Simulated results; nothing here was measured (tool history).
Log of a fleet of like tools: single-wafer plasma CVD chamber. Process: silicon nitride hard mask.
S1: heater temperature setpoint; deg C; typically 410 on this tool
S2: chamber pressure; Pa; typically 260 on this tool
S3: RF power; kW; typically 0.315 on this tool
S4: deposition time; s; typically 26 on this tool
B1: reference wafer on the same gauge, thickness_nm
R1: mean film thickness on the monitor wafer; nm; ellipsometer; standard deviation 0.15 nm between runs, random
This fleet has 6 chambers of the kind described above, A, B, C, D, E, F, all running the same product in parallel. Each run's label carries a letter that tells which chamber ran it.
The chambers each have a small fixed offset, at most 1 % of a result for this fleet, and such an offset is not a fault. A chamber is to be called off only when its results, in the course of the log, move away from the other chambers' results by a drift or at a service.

| run | hour | S1 | S2 | S3 | S4 | B1 | R1 |
|---|---|---|---|---|---|---|---|
|  | 5.7 | chamber F: RF generator calibrated |
| 1E | 10.6 | 410 | 260 | 0.315 | 26 | 26.238 | 32.499 |
| 2A | 18.4 | 410 | 260 | 0.315 | 26 | 26.19 | 32.928 |
| 3C | 24.2 | 410 | 260 | 0.315 | 26 | 26.202 | 32.126 |
| 4D | 29.3 | 410 | 260 | 0.315 | 26 | 26.202 | 32.549 |
| 5B | 38.5 | 410 | 260 | 0.315 | 26 | 26.161 | 32.288 |
| 6F | 44.5 | 410 | 260 | 0.315 | 26 | 26.199 | 32.71 |
| 7A | 54.4 | 410 | 260 | 0.315 | 26 | 26.202 | 32.696 |
| 8C | 60.2 | 410 | 260 | 0.315 | 26 | 26.183 | 32.39 |
| 9F | 66.8 | 421 | 260 | 0.315 | 26 | 26.225 | 32.432 |
| 10E | 76.5 | 421 | 260 | 0.315 | 26 | 26.17 | 32.024 |
| 11D | 84.3 | 421 | 260 | 0.315 | 26 | 26.176 | 32.509 |
| 12B | 95.1 | 421 | 260 | 0.315 | 26 | 26.218 | 32.058 |
|  | 96.5 | chamber F: thermocouple changed; heater temperature recalibrated |
|  | 102.7 | chamber B: capacitance manometer re-zeroed and calibrated |
| 13F | 104.8 | 421 | 260 | 0.315 | 26 | 26.213 | 32.428 |
| 14B | 113.9 | 421 | 260 | 0.315 | 26 | 26.215 | 32.162 |
| 15E | 120.7 | 410 | 260 | 0.315 | 26 | 26.209 | 32.321 |
| 16A | 128.1 | 410 | 260 | 0.315 | 26 | 26.194 | 32.622 |
| 17C | 134.1 | 410 | 260 | 0.355 | 26 | 26.238 | 34.615 |
| 18D | 140.1 | 410 | 260 | 0.355 | 26 | 26.212 | 34.99 |
| 19B | 151.1 | 410 | 260 | 0.355 | 26 | 26.194 | 34.559 |
| 20E | 158.9 | 410 | 260 | 0.355 | 26 | 26.188 | 35.031 |
| 21F | 167.8 | 410 | 260 | 0.355 | 26 | 26.167 | 35.245 |
| 22C | 173.5 | 410 | 260 | 0.355 | 26 | 26.207 | 34.919 |
| 23A | 180 | 410 | 260 | 0.315 | 26 | 26.182 | 32.738 |
| 24D | 187.7 | 410 | 260 | 0.315 | 26 | 26.2 | 32.522 |
| 25B | 194.3 | 410 | 260 | 0.315 | 26 | 26.199 | 32.147 |
| 26D | 204.3 | 410 | 260 | 0.315 | 26 | 26.249 | 32.738 |
| 27C | 215 | 410 | 260 | 0.315 | 26 | 26.188 | 32.546 |
| 28F | 224.2 | 410 | 260 | 0.315 | 26 | 26.169 | 32.668 |
| 29E | 230.7 | 410 | 260 | 0.315 | 26 | 26.197 | 32.471 |
| 30A | 238.4 | 410 | 260 | 0.315 | 26 | 26.206 | 32.574 |
| 31B | 244.2 | 425 | 260 | 0.315 | 30.8 | 26.232 | 37.308 |
| 32A | 252.5 | 425 | 260 | 0.315 | 30.8 | 26.195 | 38.526 |
| 33C | 259.9 | 425 | 260 | 0.315 | 30.8 | 26.188 | 38.071 |
| 34D | 268.4 | 425 | 260 | 0.315 | 30.8 | 26.173 | 38.185 |
| 35F | 276.7 | 425 | 260 | 0.315 | 30.8 | 26.209 | 38.555 |
| 36E | 286 | 425 | 260 | 0.315 | 30.8 | 26.199 | 38.084 |
| 37B | 293.9 | 410 | 260 | 0.315 | 26 | 26.241 | 31.919 |

The same settings go to every chamber for the next run, one line per chamber below. Forecast the results for each:
| 38A | 302.3 | 410 | 260 | 0.315 | 26 |  | ? |
| 38B | 302.3 | 410 | 260 | 0.315 | 26 |  | ? |
| 38C | 302.3 | 410 | 260 | 0.315 | 26 |  | ? |
| 38D | 302.3 | 410 | 260 | 0.315 | 26 |  | ? |
| 38E | 302.3 | 410 | 260 | 0.315 | 26 |  | ? |
| 38F | 302.3 | 410 | 260 | 0.315 | 26 |  | ? |

| run | R1 |
|---|---|
| 38A | 32.816 |
| 38B | 31.956 |
| 38C | 32.213 |
| 38D | 32.431 |
| 38E | 32.261 |
| 38F | 32.92 |
